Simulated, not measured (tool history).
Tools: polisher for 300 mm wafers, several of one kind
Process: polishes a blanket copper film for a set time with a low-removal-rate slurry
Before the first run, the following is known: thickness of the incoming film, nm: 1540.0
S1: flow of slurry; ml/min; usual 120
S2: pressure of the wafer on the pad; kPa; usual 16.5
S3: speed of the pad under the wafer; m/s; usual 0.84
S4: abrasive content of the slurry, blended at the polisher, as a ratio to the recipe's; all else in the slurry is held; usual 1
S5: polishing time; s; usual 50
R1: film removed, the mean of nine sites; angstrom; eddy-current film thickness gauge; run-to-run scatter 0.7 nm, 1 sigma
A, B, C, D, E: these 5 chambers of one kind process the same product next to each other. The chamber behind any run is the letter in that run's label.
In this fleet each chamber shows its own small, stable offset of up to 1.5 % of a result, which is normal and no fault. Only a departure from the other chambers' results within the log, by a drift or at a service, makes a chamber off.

-- hour=1.1 chamber E: slurry blender recalibrated
-- hour=3 chamber A: worn pad replaced by a new one
-- hour=3 chamber E: head pressure recalibrated
run 1C hour=3.2 | S1=120 S2=16.5 S3=0.84 S4=1 S5=50 | R1=903.31
-- hour=6.5 chamber E: worn pad replaced by a new one
run 2D hour=7.7 | S1=120 S2=16.5 S3=0.84 S4=1 S5=50 | R1=889.37
run 3B hour=14.2 | S1=120 S2=16.5 S3=0.84 S4=1 S5=50 | R1=918.97
run 4A hour=19.1 | S1=120 S2=16.5 S3=0.84 S4=1 S5=50 | R1=907.63
run 5E hour=24.2 | S1=120 S2=16.5 S3=0.58 S4=1.2 S5=50 | R1=653.13
-- hour=25.1 chamber D: worn pad replaced by a new one
-- hour=26 chamber B: worn pad replaced by a new one
run 6B hour=28.1 | S1=120 S2=16.5 S3=0.58 S4=1.2 S5=50 | R1=659.02
run 7A hour=34.2 | S1=120 S2=16.5 S3=0.58 S4=1.2 S5=50 | R1=649.6
-- hour=34.4 chamber B: slurry nozzle cleaned
run 8E hour=40.3 | S1=120 S2=16.5 S3=0.58 S4=1.2 S5=50 | R1=650.89
run 9D hour=45.8 | S1=120 S2=16.5 S3=0.58 S4=1.2 S5=50 | R1=630.66
run 10C hour=49.1 | S1=120 S2=16.5 S3=0.84 S4=1 S5=50 | R1=896.04
-- hour=51.5 chamber A: worn pad replaced by a new one
run 11D hour=55.4 | S1=120 S2=16.5 S3=0.58 S4=1.1 S5=50 | R1=617.69
run 12E hour=59.5 | S1=120 S2=16.5 S3=0.58 S4=1.1 S5=50 | R1=635.01
run 13A hour=64.8 | S1=120 S2=16.5 S3=0.58 S4=1.1 S5=50 | R1=628.25
-- hour=65.7 chamber B: slurry blender recalibrated
-- hour=67.6 chamber C: worn pad replaced by a new one
run 14B hour=69 | S1=120 S2=16.5 S3=0.58 S4=1.1 S5=50 | R1=633.05
-- hour=72.3 chamber C: slurry nozzle cleaned
run 15C hour=74.8 | S1=120 S2=16.5 S3=0.58 S4=1.1 S5=50 | R1=631.37
run 16B hour=78.7 | S1=120 S2=16.5 S3=0.84 S4=1 S5=50 | R1=901.69
-- hour=83.7 chamber D: head pressure recalibrated
run 17C hour=83.7 | S1=120 S2=16.5 S3=0.84 S4=0.85 S5=42 | R1=741.96
run 18A hour=90 | S1=120 S2=16.5 S3=0.84 S4=0.85 S5=42 | R1=737.17
run 19E hour=94.1 | S1=120 S2=16.5 S3=0.84 S4=0.85 S5=42 | R1=734.57
run 20D hour=99.8 | S1=120 S2=16.5 S3=0.84 S4=0.85 S5=42 | R1=711.06
-- hour=104.6 chamber A: worn pad replaced by a new one
run 21C hour=105.2 | S1=120 S2=16.5 S3=0.84 S4=0.85 S5=42 | R1=735.35
-- hour=108.5 chamber D: worn pad replaced by a new one
run 22B hour=110.3 | S1=120 S2=16.5 S3=0.84 S4=1 S5=50 | R1=902.77
run 23E hour=113.4 | S1=120 S2=16.5 S3=0.84 S4=1 S5=59 | R1=1047.4
-- hour=115.3 chamber E: worn pad replaced by a new one
-- hour=116.1 chamber B: worn pad replaced by a new one
run 24A hour=119.2 | S1=120 S2=16.5 S3=0.84 S4=1 S5=59 | R1=1064.8
run 25D hour=124.4 | S1=120 S2=16.5 S3=0.84 S4=1 S5=59 | R1=1016.3
run 26B hour=129.4 | S1=120 S2=16.5 S3=0.84 S4=1 S5=59 | R1=1074.5
run 27C hour=133.9 | S1=120 S2=16.5 S3=0.84 S4=1 S5=59 | R1=1074.6
run 28A hour=138.4 | S1=120 S2=16.5 S3=0.84 S4=1.25 S5=66 | R1=1259.2
run 29E hour=142.6 | S1=120 S2=16.5 S3=0.84 S4=1.25 S5=66 | R1=1254.2
run 30D hour=148.1 | S1=120 S2=16.5 S3=0.84 S4=1.25 S5=66 | R1=1153.7
-- hour=148.3 chamber A: worn pad replaced by a new one
-- hour=149.5 chamber A: slurry blender recalibrated
run 31A hour=151.3 | S1=120 S2=16.5 S3=0.84 S4=1.25 S5=66 | R1=1281.9
run 32C hour=154.2 | S1=120 S2=16.5 S3=0.84 S4=1.25 S5=66 | R1=1261.1
run 33E hour=157.6 | S1=120 S2=16.5 S3=0.84 S4=1 S5=50 | R1=899.69
run 34B hour=162.7 | S1=105 S2=16.5 S3=0.84 S4=1 S5=50 | R1=881.92
run 35D hour=169 | S1=105 S2=16.5 S3=0.84 S4=1 S5=50 | R1=811.48

One chamber off, gauge drift, or nothing amiss beyond the chambers' own small offsets? If it is a chamber, which one, and what is the likeliest cause?

Little by little, chamber D moves away from the other chambers.
Most likely cause: abrasive missing from the slurry, % = 26.6.
From this log alone, it may not be told apart from: slurry flow missing at the pad, %.

Here are 4 candidates for chamber D's next run, each the usual settings with a change, their results left as question marks. Which one brings its results back in line with what the others give on the usual settings?
In line here means within this much of the mean the other chambers give on the usual settings: R1 25 angstrom
run 36D-1 hour=173.8 | S1=120 S2=17.2 S3=0.86 S4=1 S5=51 | R1=?
run 36D-2 hour=173.8 | S1=120 S2=15.9 S3=0.82 S4=1 S5=50 | R1=?
run 36D-3 hour=173.8 | S1=120 S2=16.5 S3=0.84 S4=1 S5=51 | R1=?
run 36D-4 hour=173.8 | S1=120 S2=16.5 S3=0.84 S4=1 S5=49 | R1=?

What the other chambers average on the usual settings: R1 903.67 angstrom
run=36D-1 R1=913.77
run=36D-2 R1=786.18
run=36D-3 R1=856.98
run=36D-4 R1=823.37
36D-1 puts the chamber back in line with the other chambers.

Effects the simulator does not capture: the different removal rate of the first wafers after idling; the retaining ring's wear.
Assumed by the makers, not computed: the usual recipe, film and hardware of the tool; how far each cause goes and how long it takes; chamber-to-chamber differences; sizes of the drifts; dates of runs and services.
